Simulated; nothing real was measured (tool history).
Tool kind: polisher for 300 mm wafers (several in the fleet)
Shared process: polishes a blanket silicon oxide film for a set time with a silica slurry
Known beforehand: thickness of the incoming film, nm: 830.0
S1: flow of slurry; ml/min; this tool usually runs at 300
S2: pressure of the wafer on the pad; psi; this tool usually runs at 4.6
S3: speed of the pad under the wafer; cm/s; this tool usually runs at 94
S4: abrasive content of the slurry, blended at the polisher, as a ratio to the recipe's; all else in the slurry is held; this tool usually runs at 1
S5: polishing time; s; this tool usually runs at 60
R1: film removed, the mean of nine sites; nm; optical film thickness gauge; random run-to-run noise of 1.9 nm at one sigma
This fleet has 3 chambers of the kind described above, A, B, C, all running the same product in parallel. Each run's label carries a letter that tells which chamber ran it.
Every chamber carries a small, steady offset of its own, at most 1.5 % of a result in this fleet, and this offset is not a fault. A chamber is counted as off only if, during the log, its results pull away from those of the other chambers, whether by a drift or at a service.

{"run": "1C", "day": 0.575, "S1": 300, "S2": 4.6, "S3": 94, "S4": 1, "S5": 60, "R1": 156.13}
{"day": 0.8, "done": "chamber B: slurry nozzle cleaned"}
{"day": 0.954, "done": "chamber C: worn pad replaced by a new one"}
{"run": "2A", "day": 1.067, "S1": 300, "S2": 4.6, "S3": 94, "S4": 1, "S5": 60, "R1": 153.53}
{"day": 1.133, "done": "chamber A: worn pad replaced by a new one"}
{"day": 1.15, "done": "chamber B: worn pad replaced by a new one"}
{"run": "3B", "day": 1.579, "S1": 300, "S2": 4.6, "S3": 94, "S4": 1, "S5": 60, "R1": 154.79}
{"day": 1.733, "done": "chamber A: slurry blender recalibrated"}
{"run": "4B", "day": 2.0, "S1": 300, "S2": 4.6, "S3": 94, "S4": 1, "S5": 60, "R1": 157.24}
{"day": 2.012, "done": "chamber A: conditioning disc replaced and pad reconditioned"}
{"day": 2.346, "done": "chamber A: slurry nozzle cleaned"}
{"run": "5A", "day": 2.525, "S1": 300, "S2": 4.6, "S3": 94, "S4": 1, "S5": 75, "R1": 192.87}
{"run": "6C", "day": 2.821, "S1": 300, "S2": 4.6, "S3": 94, "S4": 1, "S5": 75, "R1": 184.19}
{"day": 2.825, "done": "chamber A: worn pad replaced by a new one"}
{"run": "7A", "day": 3.221, "S1": 300, "S2": 4.6, "S3": 94, "S4": 1, "S5": 75, "R1": 195.11}
{"day": 3.55, "done": "chamber B: worn pad replaced by a new one"}
{"run": "8C", "day": 3.588, "S1": 300, "S2": 4.6, "S3": 94, "S4": 1, "S5": 60, "R1": 144.24}
{"day": 3.883, "done": "chamber C: worn pad replaced by a new one"}
{"run": "9B", "day": 3.946, "S1": 300, "S2": 4.6, "S3": 94, "S4": 1, "S5": 60, "R1": 155.22}
{"day": 4.408, "done": "chamber A: worn pad replaced by a new one"}
{"run": "10B", "day": 4.438, "S1": 300, "S2": 4.6, "S3": 94, "S4": 1, "S5": 60, "R1": 153.48}
{"day": 4.762, "done": "chamber C: conditioning disc replaced and pad reconditioned"}
{"run": "11A", "day": 4.829, "S1": 300, "S2": 4.6, "S3": 94, "S4": 1, "S5": 60, "R1": 153.06}
{"run": "12C", "day": 5.121, "S1": 300, "S2": 4.6, "S3": 94, "S4": 1, "S5": 60, "R1": 144.65}
{"run": "13B", "day": 5.508, "S1": 300, "S2": 4.6, "S3": 94, "S4": 1, "S5": 60, "R1": 157.51}
{"day": 5.779, "done": "chamber A: head pressure recalibrated"}
{"day": 5.792, "done": "chamber C: head pressure recalibrated"}
{"run": "14A", "day": 5.971, "S1": 375, "S2": 4.6, "S3": 94, "S4": 1, "S5": 40, "R1": 103.35}
{"day": 6.108, "done": "chamber A: worn pad replaced by a new one"}
{"run": "15C", "day": 6.392, "S1": 375, "S2": 4.6, "S3": 94, "S4": 1, "S5": 40, "R1": 96.185}
{"run": "16B", "day": 6.65, "S1": 375, "S2": 4.6, "S3": 94, "S4": 1, "S5": 40, "R1": 104.13}
{"day": 6.704, "done": "chamber B: worn pad replaced by a new one"}
{"day": 6.762, "done": "chamber C: worn pad replaced by a new one"}
{"run": "17A", "day": 7.138, "S1": 300, "S2": 4.6, "S3": 94, "S4": 1, "S5": 60, "R1": 156.56}
{"run": "18C", "day": 7.467, "S1": 300, "S2": 4.6, "S3": 94, "S4": 1, "S5": 60, "R1": 138.3}
{"run": "19B", "day": 7.783, "S1": 300, "S2": 4.6, "S3": 94, "S4": 1, "S5": 60, "R1": 153.0}
{"day": 7.996, "done": "chamber A: worn pad replaced by a new one"}
{"run": "20A", "day": 8.133, "S1": 300, "S2": 4.6, "S3": 94, "S4": 1, "S5": 60, "R1": 155.14}
{"run": "21C", "day": 8.446, "S1": 300, "S2": 4.6, "S3": 94, "S4": 1, "S5": 60, "R1": 133.17}

All chambers now run identical settings, listed one chamber a line with results as question marks. What results will each chamber show?
{"run": "22A", "day": 8.871, "S1": 300, "S2": 4.6, "S3": 94, "S4": 1, "S5": 60, "R1": "?"}
{"run": "22B", "day": 8.871, "S1": 300, "S2": 4.6, "S3": 94, "S4": 1, "S5": 60, "R1": "?"}
{"run": "22C", "day": 8.871, "S1": 300, "S2": 4.6, "S3": 94, "S4": 1, "S5": 60, "R1": "?"}

run=22A R1=156.240
run=22B R1=155.390
run=22C R1=131.080

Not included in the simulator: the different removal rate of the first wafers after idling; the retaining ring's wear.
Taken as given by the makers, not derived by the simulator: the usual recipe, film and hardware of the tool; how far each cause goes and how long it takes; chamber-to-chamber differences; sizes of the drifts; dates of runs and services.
